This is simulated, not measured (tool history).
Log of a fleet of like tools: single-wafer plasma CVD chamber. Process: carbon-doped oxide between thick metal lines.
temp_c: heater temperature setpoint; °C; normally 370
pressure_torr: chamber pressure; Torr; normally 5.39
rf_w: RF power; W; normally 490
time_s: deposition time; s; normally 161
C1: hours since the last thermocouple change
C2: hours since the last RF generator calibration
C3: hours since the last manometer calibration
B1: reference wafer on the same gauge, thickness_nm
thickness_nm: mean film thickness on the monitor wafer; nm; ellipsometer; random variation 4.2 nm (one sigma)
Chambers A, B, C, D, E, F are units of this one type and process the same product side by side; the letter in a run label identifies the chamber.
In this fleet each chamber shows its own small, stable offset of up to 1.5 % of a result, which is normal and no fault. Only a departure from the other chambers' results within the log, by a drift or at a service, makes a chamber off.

{"run": "1A", "hour": 4.7, "temp_c": 370, "pressure_torr": 5.39, "rf_w": 490, "time_s": 161, "C1": 113.8, "C2": 838.7, "C3": 723.7, "B1": 732.42, "thickness_nm": 771.94}
{"run": "2F", "hour": 9.5, "temp_c": 370, "pressure_torr": 5.39, "rf_w": 490, "time_s": 161, "C1": 711.2, "C2": 594.7, "C3": 1005.6, "B1": 732.29, "thickness_nm": 776.11}
{"run": "3E", "hour": 15.7, "temp_c": 370, "pressure_torr": 5.39, "rf_w": 490, "time_s": 161, "C1": 2094.8, "C2": 28.2, "C3": 1383.5, "B1": 731.88, "thickness_nm": 776.89}
{"run": "4B", "hour": 22.4, "temp_c": 370, "pressure_torr": 5.39, "rf_w": 490, "time_s": 161, "C1": 1129.4, "C2": 2181.8, "C3": 915.1, "B1": 732.17, "thickness_nm": 767.22}
{"run": "5C", "hour": 28.7, "temp_c": 370, "pressure_torr": 5.39, "rf_w": 490, "time_s": 161, "C1": 1795.4, "C2": 783.8, "C3": 894.8, "B1": 731.44, "thickness_nm": 767.31}
{"run": "6D", "hour": 38.0, "temp_c": 370, "pressure_torr": 5.39, "rf_w": 490, "time_s": 161, "C1": 403.1, "C2": 787.4, "C3": 586.8, "B1": 732.46, "thickness_nm": 768.95}
{"run": "7B", "hour": 45.1, "temp_c": 370, "pressure_torr": 5.39, "rf_w": 490, "time_s": 161, "C1": 1152.1, "C2": 2204.5, "C3": 937.8, "B1": 731.53, "thickness_nm": 769.44}
{"run": "8A", "hour": 53.2, "temp_c": 370, "pressure_torr": 5.39, "rf_w": 490, "time_s": 161, "C1": 162.3, "C2": 887.2, "C3": 772.2, "B1": 731.61, "thickness_nm": 772.4}
{"run": "9F", "hour": 62.1, "temp_c": 370, "pressure_torr": 5.39, "rf_w": 490, "time_s": 161, "C1": 763.8, "C2": 647.3, "C3": 1058.2, "B1": 731.99, "thickness_nm": 773.08}
{"run": "10E", "hour": 71.0, "temp_c": 370, "pressure_torr": 5.39, "rf_w": 490, "time_s": 161, "C1": 2150.1, "C2": 83.5, "C3": 1438.8, "B1": 731.8, "thickness_nm": 784.3}
{"run": "11C", "hour": 80.0, "temp_c": 370, "pressure_torr": 5.39, "rf_w": 490, "time_s": 161, "C1": 1846.7, "C2": 835.1, "C3": 946.1, "B1": 731.82, "thickness_nm": 775.08}
{"run": "12D", "hour": 85.4, "temp_c": 370, "pressure_torr": 5.39, "rf_w": 490, "time_s": 161, "C1": 450.5, "C2": 834.8, "C3": 634.2, "B1": 732.47, "thickness_nm": 779.72}
{"run": "13F", "hour": 93.0, "temp_c": 356, "pressure_torr": 5.39, "rf_w": 490, "time_s": 175, "C1": 794.7, "C2": 678.2, "C3": 1089.1, "B1": 732.71, "thickness_nm": 865.34}
{"run": "14B", "hour": 103.0, "temp_c": 356, "pressure_torr": 5.39, "rf_w": 490, "time_s": 175, "C1": 1210.0, "C2": 2262.4, "C3": 995.7, "B1": 732.1, "thickness_nm": 860.22}
{"run": "15A", "hour": 108.9, "temp_c": 356, "pressure_torr": 5.39, "rf_w": 490, "time_s": 175, "C1": 218.0, "C2": 942.9, "C3": 827.9, "B1": 732.29, "thickness_nm": 857.99}
{"run": "16E", "hour": 115.7, "temp_c": 356, "pressure_torr": 5.39, "rf_w": 490, "time_s": 175, "C1": 2194.8, "C2": 128.2, "C3": 1483.5, "B1": 732.39, "thickness_nm": 876.5}
{"run": "17D", "hour": 120.3, "temp_c": 356, "pressure_torr": 5.39, "rf_w": 490, "time_s": 175, "C1": 485.4, "C2": 869.7, "C3": 669.1, "B1": 731.18, "thickness_nm": 860.45}
{"run": "18C", "hour": 125.0, "temp_c": 356, "pressure_torr": 5.39, "rf_w": 490, "time_s": 175, "C1": 1891.7, "C2": 880.1, "C3": 991.1, "B1": 732.3, "thickness_nm": 860.44}
{"run": "19C", "hour": 129.8, "temp_c": 370, "pressure_torr": 5.39, "rf_w": 490, "time_s": 161, "C1": 1896.5, "C2": 884.9, "C3": 995.9, "B1": 732.18, "thickness_nm": 769.48}
{"run": "20F", "hour": 137.3, "temp_c": 370, "pressure_torr": 5.39, "rf_w": 490, "time_s": 161, "C1": 839.0, "C2": 722.5, "C3": 1133.4, "B1": 731.99, "thickness_nm": 775.33}
{"run": "21A", "hour": 144.7, "temp_c": 370, "pressure_torr": 5.39, "rf_w": 490, "time_s": 161, "C1": 253.8, "C2": 978.7, "C3": 863.7, "B1": 732.8, "thickness_nm": 761.02}
{"run": "22E", "hour": 152.3, "temp_c": 370, "pressure_torr": 5.39, "rf_w": 490, "time_s": 161, "C1": 2231.4, "C2": 164.8, "C3": 1520.1, "B1": 733.47, "thickness_nm": 790.59}
{"run": "23D", "hour": 160.9, "temp_c": 370, "pressure_torr": 5.39, "rf_w": 490, "time_s": 161, "C1": 526.0, "C2": 910.3, "C3": 709.7, "B1": 731.85, "thickness_nm": 776.85}
{"run": "24B", "hour": 165.6, "temp_c": 370, "pressure_torr": 5.39, "rf_w": 490, "time_s": 161, "C1": 1272.6, "C2": 2325.0, "C3": 1058.3, "B1": 732.11, "thickness_nm": 764.78}
{"run": "25B", "hour": 171.4, "temp_c": 370, "pressure_torr": 5.39, "rf_w": 490, "time_s": 161, "C1": 1278.4, "C2": 2330.8, "C3": 1064.1, "B1": 731.37, "thickness_nm": 772.99}
{"run": "26F", "hour": 179.5, "temp_c": 370, "pressure_torr": 5.39, "rf_w": 490, "time_s": 161, "C1": 881.2, "C2": 764.7, "C3": 1175.6, "B1": 731.02, "thickness_nm": 769.09}
{"run": "27D", "hour": 185.6, "temp_c": 370, "pressure_torr": 5.39, "rf_w": 490, "time_s": 161, "C1": 550.7, "C2": 935.0, "C3": 734.4, "B1": 732.36, "thickness_nm": 772.53}
{"run": "28E", "hour": 190.6, "temp_c": 370, "pressure_torr": 5.39, "rf_w": 490, "time_s": 161, "C1": 2269.7, "C2": 203.1, "C3": 1558.4, "B1": 732.29, "thickness_nm": 790.94}
{"run": "29A", "hour": 196.7, "temp_c": 370, "pressure_torr": 5.39, "rf_w": 490, "time_s": 161, "C1": 305.8, "C2": 1030.7, "C3": 915.7, "B1": 732.21, "thickness_nm": 753.57}
{"run": "30C", "hour": 202.5, "temp_c": 370, "pressure_torr": 5.39, "rf_w": 490, "time_s": 161, "C1": 1969.2, "C2": 957.6, "C3": 1068.6, "B1": 732.15, "thickness_nm": 767.82}
{"run": "31E", "hour": 213.1, "temp_c": 370, "pressure_torr": 5.39, "rf_w": 490, "time_s": 161, "C1": 2292.2, "C2": 225.6, "C3": 1580.9, "B1": 732.49, "thickness_nm": 782.9}
{"run": "32B", "hour": 223.4, "temp_c": 370, "pressure_torr": 5.39, "rf_w": 490, "time_s": 161, "C1": 1330.4, "C2": 2382.8, "C3": 1116.1, "B1": 731.63, "thickness_nm": 776.27}
{"run": "33C", "hour": 229.4, "temp_c": 370, "pressure_torr": 5.39, "rf_w": 490, "time_s": 161, "C1": 1996.1, "C2": 984.5, "C3": 1095.5, "B1": 732.27, "thickness_nm": 772.19}
{"run": "34D", "hour": 237.1, "temp_c": 370, "pressure_torr": 5.39, "rf_w": 490, "time_s": 161, "C1": 602.2, "C2": 986.5, "C3": 785.9, "B1": 731.17, "thickness_nm": 776.95}
{"run": "35F", "hour": 245.0, "temp_c": 370, "pressure_torr": 5.39, "rf_w": 490, "time_s": 161, "C1": 946.7, "C2": 830.2, "C3": 1241.1, "B1": 731.88, "thickness_nm": 765.53}
{"run": "36A", "hour": 254.2, "temp_c": 370, "pressure_torr": 5.39, "rf_w": 490, "time_s": 161, "C1": 363.3, "C2": 1088.2, "C3": 973.2, "B1": 732.5, "thickness_nm": 739.03}
{"run": "37A", "hour": 263.0, "temp_c": 370, "pressure_torr": 5.39, "rf_w": 490, "time_s": 161, "C1": 372.1, "C2": 1097.0, "C3": 982.0, "B1": 731.47, "thickness_nm": 746.69}
{"run": "38E", "hour": 269.1, "temp_c": 370, "pressure_torr": 5.39, "rf_w": 490, "time_s": 161, "C1": 2348.2, "C2": 281.6, "C3": 1636.9, "B1": 732.14, "thickness_nm": 778.4}
{"run": "39D", "hour": 274.6, "temp_c": 370, "pressure_torr": 5.39, "rf_w": 490, "time_s": 161, "C1": 639.7, "C2": 1024.0, "C3": 823.4, "B1": 731.5, "thickness_nm": 767.65}
{"run": "40B", "hour": 281.9, "temp_c": 370, "pressure_torr": 5.39, "rf_w": 490, "time_s": 161, "C1": 1388.9, "C2": 2441.3, "C3": 1174.6, "B1": 731.99, "thickness_nm": 766.33}
{"run": "41F", "hour": 289.8, "temp_c": 370, "pressure_torr": 5.39, "rf_w": 490, "time_s": 161, "C1": 991.5, "C2": 875.0, "C3": 1285.9, "B1": 731.47, "thickness_nm": 771.86}
{"run": "42C", "hour": 297.5, "temp_c": 370, "pressure_torr": 5.39, "rf_w": 490, "time_s": 161, "C1": 2064.2, "C2": 1052.6, "C3": 1163.6, "B1": 730.64, "thickness_nm": 777.1}
{"run": "43D", "hour": 302.5, "temp_c": 370, "pressure_torr": 5.39, "rf_w": 490, "time_s": 161, "C1": 667.6, "C2": 1051.9, "C3": 851.3, "B1": 732.11, "thickness_nm": 777.6}
{"run": "44A", "hour": 308.4, "temp_c": 370, "pressure_torr": 5.39, "rf_w": 490, "time_s": 161, "C1": 417.5, "C2": 1142.4, "C3": 1027.4, "B1": 732.27, "thickness_nm": 730.5}

Which is it: a chamber that has drifted or been left off by a service, a gauge drift common to all chambers, or only each chamber's usual small offset? If a chamber is off, name it and its likeliest cause.

Chamber A drifts away from the others.
What lies behind it: delivered RF power below the setpoint (%) = 7.43.

Below are 4 candidate recipes for chamber A's next run, each the usual settings with a change, their results shown as question marks. Which of them brings A's results back in line with what the other chambers give on the usual settings?
Allowed miss from the other chambers' usual-settings mean, per result, to count as in line: thickness_nm 15.00 nm
{"run": "45A-1", "hour": 316.1, "temp_c": 370, "pressure_torr": 5.41, "rf_w": 495, "time_s": 163, "thickness_nm": "?"}
{"run": "45A-2", "hour": 316.1, "temp_c": 370, "pressure_torr": 5.35, "rf_w": 475, "time_s": 155, "thickness_nm": "?"}
{"run": "45A-3", "hour": 316.1, "temp_c": 370, "pressure_torr": 5.39, "rf_w": 505, "time_s": 167, "thickness_nm": "?"}
{"run": "45A-4", "hour": 316.1, "temp_c": 370, "pressure_torr": 5.34, "rf_w": 475, "time_s": 161, "thickness_nm": "?"}

What the other chambers average on the usual settings: thickness_nm 773.55 nm
run=45A-1 thickness_nm=744.38
run=45A-2 thickness_nm=685.97
run=45A-3 thickness_nm=771.94
run=45A-4 thickness_nm=712.23
45A-3 is the one that brings the chamber's results back in line with the other chambers.

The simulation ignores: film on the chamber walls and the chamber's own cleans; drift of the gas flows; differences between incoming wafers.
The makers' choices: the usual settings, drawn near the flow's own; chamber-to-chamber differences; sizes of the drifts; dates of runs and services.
